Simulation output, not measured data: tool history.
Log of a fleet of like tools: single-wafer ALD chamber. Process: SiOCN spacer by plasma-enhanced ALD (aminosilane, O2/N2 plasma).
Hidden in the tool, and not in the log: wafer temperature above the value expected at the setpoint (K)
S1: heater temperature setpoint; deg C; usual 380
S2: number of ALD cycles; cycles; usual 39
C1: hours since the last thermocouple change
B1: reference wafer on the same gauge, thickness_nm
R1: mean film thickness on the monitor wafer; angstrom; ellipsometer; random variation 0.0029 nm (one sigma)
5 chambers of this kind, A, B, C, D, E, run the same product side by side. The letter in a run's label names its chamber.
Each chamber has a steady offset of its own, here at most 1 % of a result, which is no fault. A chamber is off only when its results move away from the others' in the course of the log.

run 1E day=0.325 | S1=380 S2=39 | C1=1056.7 | B1=1.9292 | R1=23.567
run 2D day=0.638 | S1=380 S2=39 | C1=1128.4 | B1=1.9290 | R1=23.539
run 3C day=0.808 | S1=380 S2=39 | C1=884.1 | B1=1.9289 | R1=23.289
run 4A day=1.167 | S1=380 S2=39 | C1=2536.4 | B1=1.9287 | R1=23.583
run 5B day=1.492 | S1=380 S2=39 | C1=1351.9 | B1=1.9286 | R1=23.677
run 6B day=1.771 | S1=380 S2=39 | C1=1358.6 | B1=1.9279 | R1=23.585
run 7E day=2.083 | S1=380 S2=39 | C1=1098.9 | B1=1.9275 | R1=23.535
run 8C day=2.462 | S1=380 S2=33 | C1=923.8 | B1=1.9275 | R1=19.718
run 9A day=2.638 | S1=380 S2=33 | C1=2571.7 | B1=1.9275 | R1=19.995
run 10D day=3.017 | S1=380 S2=33 | C1=1185.5 | B1=1.9267 | R1=19.929
run 11B day=3.375 | S1=380 S2=33 | C1=1397.1 | B1=1.9270 | R1=19.978
run 12A day=3.588 | S1=380 S2=33 | C1=2594.5 | B1=1.9263 | R1=20.024
run 13D day=3.950 | S1=373 S2=39 | C1=1207.9 | B1=1.9254 | R1=23.513
run 14E day=4.167 | S1=373 S2=39 | C1=1148.9 | B1=1.9255 | R1=23.483
run 15C day=4.408 | S1=373 S2=39 | C1=970.5 | B1=1.9247 | R1=23.267
run 16A day=4.604 | S1=373 S2=39 | C1=2618.9 | B1=1.9251 | R1=23.630
run 17D day=4.838 | S1=373 S2=39 | C1=1229.2 | B1=1.9247 | R1=23.453
run 18B day=5.079 | S1=380 S2=39 | C1=1438.0 | B1=1.9240 | R1=23.561
run 19E day=5.367 | S1=380 S2=39 | C1=1177.7 | B1=1.9244 | R1=23.539
run 20C day=5.596 | S1=380 S2=39 | C1=999.0 | B1=1.9233 | R1=23.249
run 21B day=5.825 | S1=380 S2=39 | C1=1455.9 | B1=1.9237 | R1=23.518
run 22D day=6.079 | S1=380 S2=39 | C1=1259.0 | B1=1.9235 | R1=23.551
run 23E day=6.258 | S1=380 S2=39 | C1=1199.1 | B1=1.9233 | R1=23.452
run 24A day=6.475 | S1=380 S2=39 | C1=2663.8 | B1=1.9226 | R1=23.576
run 25C day=6.796 | S1=373 S2=39 | C1=1027.8 | B1=1.9223 | R1=23.225
run 26E day=6.971 | S1=373 S2=39 | C1=1216.2 | B1=1.9221 | R1=23.438
run 27B day=7.208 | S1=373 S2=39 | C1=1489.1 | B1=1.9227 | R1=23.539
run 28C day=7.475 | S1=373 S2=39 | C1=1044.1 | B1=1.9216 | R1=23.262
run 29D day=7.758 | S1=373 S2=39 | C1=1299.3 | B1=1.9219 | R1=23.456
run 30A day=8.017 | S1=380 S2=39 | C1=2700.8 | B1=1.9212 | R1=23.522
run 31B day=8.362 | S1=380 S2=39 | C1=1516.8 | B1=1.9207 | R1=23.512
run 32E day=8.550 | S1=380 S2=39 | C1=1254.1 | B1=1.9203 | R1=23.479

Is one chamber off against the others, does the gauge drift, or is nothing wrong? If a chamber is off, say which, and what the likeliest cause is.

The gauge drifts, so all chambers seem to drift together. No chamber is off.
Cause: gauge reads low (%) = 0.514.
